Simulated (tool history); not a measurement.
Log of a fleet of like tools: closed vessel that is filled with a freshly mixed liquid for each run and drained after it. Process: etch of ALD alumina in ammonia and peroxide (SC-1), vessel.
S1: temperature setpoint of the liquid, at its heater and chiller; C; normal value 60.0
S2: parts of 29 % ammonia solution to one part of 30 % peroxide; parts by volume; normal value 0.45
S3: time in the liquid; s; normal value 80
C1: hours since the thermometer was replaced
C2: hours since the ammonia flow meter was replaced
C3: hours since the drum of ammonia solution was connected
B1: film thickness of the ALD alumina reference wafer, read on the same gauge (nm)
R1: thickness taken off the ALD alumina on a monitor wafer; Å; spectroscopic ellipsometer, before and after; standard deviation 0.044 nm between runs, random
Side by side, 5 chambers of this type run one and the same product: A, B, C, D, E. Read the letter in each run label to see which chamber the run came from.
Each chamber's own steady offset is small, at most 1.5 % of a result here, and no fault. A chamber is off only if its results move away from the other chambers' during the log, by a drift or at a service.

| run | hour | S1 | S2 | S3 | C1 | C2 | C3 | B1 | R1 |
|---|---|---|---|---|---|---|---|---|---|
| 1C | 7.6 | 60.0 | 0.45 | 80 | 327.3 | 574.0 | 159.3 | 110.00 | 84.163 |
| 2E | 16.9 | 60.0 | 0.45 | 80 | 218.8 | 401.9 | 397.1 | 110.01 | 83.796 |
| 3A | 23.5 | 60.0 | 0.45 | 80 | 340.8 | 1525.1 | 223.2 | 109.98 | 83.636 |
| 4B | 29.3 | 60.0 | 0.45 | 80 | 851.2 | 657.7 | 376.3 | 110.01 | 82.165 |
| 5D | 35.4 | 60.0 | 0.45 | 80 | 429.1 | 772.7 | 265.7 | 109.98 | 85.357 |
|  | 42.2 | chamber D: ammonia flow meter replaced |
| 6A | 42.6 | 60.0 | 0.45 | 80 | 359.9 | 1544.2 | 242.3 | 110.00 | 84.063 |
| 7C | 50.1 | 60.0 | 0.45 | 80 | 369.8 | 616.5 | 201.8 | 109.99 | 85.222 |
| 8E | 58.2 | 60.0 | 0.45 | 80 | 260.1 | 443.2 | 438.4 | 110.00 | 83.827 |
|  | 60.8 | chamber B: ammonia flow meter replaced |
|  | 61.6 | chamber E: new drum of ammonia solution connected |
| 9B | 67.7 | 60.0 | 0.45 | 80 | 889.6 | 7.0 | 414.7 | 110.00 | 82.793 |
| 10D | 75.1 | 60.0 | 0.45 | 80 | 468.8 | 32.9 | 305.4 | 109.97 | 85.115 |
| 11E | 82.2 | 67.5 | 0.45 | 80 | 284.1 | 467.2 | 20.7 | 110.00 | 122.620 |
| 12D | 90.7 | 67.5 | 0.45 | 80 | 484.4 | 48.5 | 321.0 | 110.01 | 123.460 |
| 13A | 98.1 | 67.5 | 0.45 | 80 | 415.4 | 1599.7 | 297.8 | 110.01 | 121.560 |
| 14B | 106.5 | 67.5 | 0.45 | 80 | 928.4 | 45.8 | 453.5 | 109.99 | 122.430 |
| 15C | 111.8 | 67.5 | 0.45 | 80 | 431.5 | 678.2 | 263.5 | 110.01 | 123.290 |
| 16B | 119.7 | 60.0 | 0.35 | 80 | 941.6 | 59.0 | 466.7 | 110.01 | 83.005 |
| 17A | 125.9 | 60.0 | 0.35 | 80 | 443.2 | 1627.5 | 325.6 | 110.03 | 81.886 |
| 18C | 135.0 | 60.0 | 0.35 | 80 | 454.7 | 701.4 | 286.7 | 110.01 | 81.425 |
| 19E | 144.7 | 60.0 | 0.35 | 80 | 346.6 | 529.7 | 83.2 | 110.01 | 81.683 |
| 20D | 154.0 | 60.0 | 0.35 | 80 | 547.7 | 111.8 | 384.3 | 109.99 | 83.515 |
| 21D | 162.6 | 60.0 | 0.45 | 80 | 556.3 | 120.4 | 392.9 | 110.00 | 85.478 |
| 22E | 167.2 | 60.0 | 0.45 | 80 | 369.1 | 552.2 | 105.7 | 109.98 | 83.714 |
| 23A | 175.0 | 60.0 | 0.45 | 80 | 492.3 | 1676.6 | 374.7 | 110.00 | 84.054 |
| 24C | 180.0 | 60.0 | 0.45 | 80 | 499.7 | 746.4 | 331.7 | 109.98 | 83.982 |
| 25B | 185.4 | 60.0 | 0.45 | 80 | 1007.3 | 124.7 | 532.4 | 109.99 | 86.606 |
| 26C | 192.6 | 60.0 | 0.25 | 125 | 512.3 | 759.0 | 344.3 | 110.01 | 124.600 |
| 27B | 198.7 | 60.0 | 0.25 | 125 | 1020.6 | 138.0 | 545.7 | 109.97 | 127.880 |
| 28A | 205.5 | 60.0 | 0.25 | 125 | 522.8 | 1707.1 | 405.2 | 110.00 | 123.590 |
| 29D | 210.1 | 60.0 | 0.25 | 125 | 603.8 | 167.9 | 440.4 | 109.98 | 126.020 |
| 30E | 219.1 | 60.0 | 0.25 | 125 | 421.0 | 604.1 | 157.6 | 109.96 | 122.860 |
| 31E | 224.3 | 60.0 | 0.45 | 80 | 426.2 | 609.3 | 162.8 | 109.99 | 83.946 |
| 32D | 229.5 | 60.0 | 0.30 | 65 | 623.2 | 187.3 | 459.8 | 109.99 | 66.756 |
| 33A | 236.8 | 60.0 | 0.30 | 65 | 554.1 | 1738.4 | 436.5 | 109.99 | 65.213 |

Decide between three cases: one chamber stands off from its peers, the gauge reading all wafers drifts, or nothing is wrong past each chamber's small offset. Where a chamber is off, say which and what most likely put it there.

One chamber, B, drifts off from the rest bit by bit.
What lies behind it: liquid hotter than its thermometer reads (K) = 1.24.

Below are 4 candidate recipes for chamber B's next run, each the usual settings with a change, their results shown as question marks. Which of them brings B's results back in line with what the other chambers give on the usual settings?
In line means no further than this from the other chambers' mean on the usual settings: R1 1.600 Å
| 34B-1 | 243.8 | 59.5 | 0.45 | 75 |  |  |  |  | ? |
| 34B-2 | 243.8 | 60.0 | 0.25 | 80 |  |  |  |  | ? |
| 34B-3 | 243.8 | 60.5 | 0.45 | 85 |  |  |  |  | ? |
| 34B-4 | 243.8 | 61.0 | 0.45 | 80 |  |  |  |  | ? |

The mean the other chambers reach with the usual settings: R1 84.159 Å
| run | R1 |
|---|---|
| 34B-1 | 80.792 |
| 34B-2 | 83.671 |
| 34B-3 | 96.445 |
| 34B-4 | 93.100 |
34B-2 puts the chamber back in line with the other chambers.
